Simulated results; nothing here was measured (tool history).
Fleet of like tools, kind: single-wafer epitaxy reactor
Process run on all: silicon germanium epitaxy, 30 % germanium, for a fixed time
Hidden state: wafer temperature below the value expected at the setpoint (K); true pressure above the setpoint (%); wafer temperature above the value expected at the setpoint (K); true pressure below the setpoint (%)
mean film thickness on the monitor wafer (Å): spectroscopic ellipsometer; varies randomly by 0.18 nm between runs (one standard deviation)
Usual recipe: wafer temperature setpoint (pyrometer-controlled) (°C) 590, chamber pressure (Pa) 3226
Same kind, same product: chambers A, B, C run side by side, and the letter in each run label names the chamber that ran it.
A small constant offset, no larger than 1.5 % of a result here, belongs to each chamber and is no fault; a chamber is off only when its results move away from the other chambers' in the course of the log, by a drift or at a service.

| run | hour | wafer temperature setpoint (pyrometer-controlled) (°C) | chamber pressure (Pa) | hours since the last pyrometer calibration | hours since the last manometer calibration | read-back reference wafer on the same gauge, thickness_nm | mean film thickness on the monitor wafer (Å) |
|---|---|---|---|---|---|---|---|
| 1B | 5.4 | 590 | 3226 | 143.4 | 165.6 | 46.483 | 525.90 |
| 2A | 8.6 | 590 | 3226 | 1168.7 | 338.8 | 46.498 | 530.52 |
| 3C | 13.8 | 590 | 3226 | 1097.5 | 719.6 | 46.480 | 528.32 |
| 4A | 17.9 | 590 | 3226 | 1178.0 | 348.1 | 46.479 | 536.29 |
| 5B | 23.0 | 590 | 3226 | 161.0 | 183.2 | 46.495 | 522.63 |
| 6C | 25.7 | 590 | 3226 | 1109.4 | 731.5 | 46.516 | 526.65 |
| 7B | 28.2 | 590 | 3226 | 166.2 | 188.4 | 46.457 | 524.77 |
| 8A | 30.8 | 590 | 3226 | 1190.9 | 361.0 | 46.537 | 531.33 |
| 9C | 35.8 | 590 | 3226 | 1119.5 | 741.6 | 46.526 | 526.02 |
| 10B | 41.5 | 590 | 3226 | 179.5 | 201.7 | 46.488 | 524.41 |
| 11A | 47.0 | 590 | 3226 | 1207.1 | 377.2 | 46.515 | 528.95 |
| 12C | 51.6 | 590 | 3226 | 1135.3 | 757.4 | 46.481 | 527.77 |
| 13C | 55.2 | 590 | 3226 | 1138.9 | 761.0 | 46.520 | 528.58 |
| 14B | 60.5 | 590 | 3226 | 198.5 | 220.7 | 46.494 | 524.68 |
| 15A | 63.3 | 590 | 3226 | 1223.4 | 393.5 | 46.484 | 531.97 |
| 16C | 67.0 | 590 | 3226 | 1150.7 | 772.8 | 46.478 | 528.29 |
| 17A | 69.5 | 590 | 3226 | 1229.6 | 399.7 | 46.501 | 528.69 |
| 18B | 74.5 | 590 | 3226 | 212.5 | 234.7 | 46.522 | 522.19 |
| 19A | 79.8 | 590 | 3226 | 1239.9 | 410.0 | 46.471 | 532.64 |
| 20B | 82.4 | 590 | 3226 | 220.4 | 242.6 | 46.536 | 522.77 |
| 21C | 86.0 | 590 | 3226 | 1169.7 | 791.8 | 46.497 | 526.24 |
| 22A | 89.7 | 590 | 3226 | 1249.8 | 419.9 | 46.497 | 529.34 |
| 23B | 93.8 | 590 | 3226 | 231.8 | 254.0 | 46.523 | 523.40 |
| 24C | 98.5 | 590 | 3226 | 1182.2 | 804.3 | 46.525 | 529.89 |
| 25B | 103.0 | 590 | 3226 | 241.0 | 263.2 | 46.547 | 521.34 |
| 26C | 106.0 | 590 | 3226 | 1189.7 | 811.8 | 46.500 | 526.56 |
| 27A | 111.2 | 590 | 2920 | 1271.3 | 441.4 | 46.479 | 511.01 |
| 28C | 116.7 | 590 | 2920 | 1200.4 | 822.5 | 46.495 | 509.77 |
| 29B | 119.4 | 590 | 2920 | 257.4 | 279.6 | 46.509 | 503.75 |
| 30A | 124.5 | 590 | 3226 | 1284.6 | 454.7 | 46.493 | 532.17 |
| 31A | 129.7 | 590 | 3226 | 1289.8 | 459.9 | 46.504 | 530.95 |
| 32B | 133.8 | 585 | 3226 | 271.8 | 294.0 | 46.496 | 473.88 |
| 33C | 137.9 | 585 | 3226 | 1221.6 | 843.7 | 46.534 | 479.39 |
| 34C | 141.0 | 585 | 3226 | 1224.7 | 846.8 | 46.499 | 481.47 |
| 35A | 143.7 | 590 | 3226 | 1303.8 | 473.9 | 46.505 | 530.66 |
| 36B | 149.2 | 590 | 3226 | 287.2 | 309.4 | 46.477 | 524.41 |
| 37B | 154.3 | 590 | 3226 | 292.3 | 314.5 | 46.503 | 521.03 |
| 38A | 158.3 | 590 | 3226 | 1318.4 | 488.5 | 46.488 | 529.19 |
| 39C | 161.6 | 590 | 3226 | 1245.3 | 867.4 | 46.480 | 526.84 |
| 40B | 165.2 | 583 | 2986 | 303.2 | 325.4 | 46.534 | 442.17 |
| 41C | 169.4 | 583 | 2986 | 1253.1 | 875.2 | 46.471 | 448.67 |
| 42A | 174.9 | 583 | 2986 | 1335.0 | 505.1 | 46.505 | 453.86 |
| 43B | 180.3 | 590 | 3226 | 318.3 | 340.5 | 46.458 | 521.53 |

Predict what each chamber gives when all 3 of them run the settings below next.
| 44A | 184.5 | 585 | 3226 |  |  |  | ? |
| 44B | 184.5 | 585 | 3226 |  |  |  | ? |
| 44C | 184.5 | 585 | 3226 |  |  |  | ? |

| run | mean film thickness on the monitor wafer (Å) |
|---|---|
| 44A | 482.60 |
| 44B | 477.26 |
| 44C | 481.24 |

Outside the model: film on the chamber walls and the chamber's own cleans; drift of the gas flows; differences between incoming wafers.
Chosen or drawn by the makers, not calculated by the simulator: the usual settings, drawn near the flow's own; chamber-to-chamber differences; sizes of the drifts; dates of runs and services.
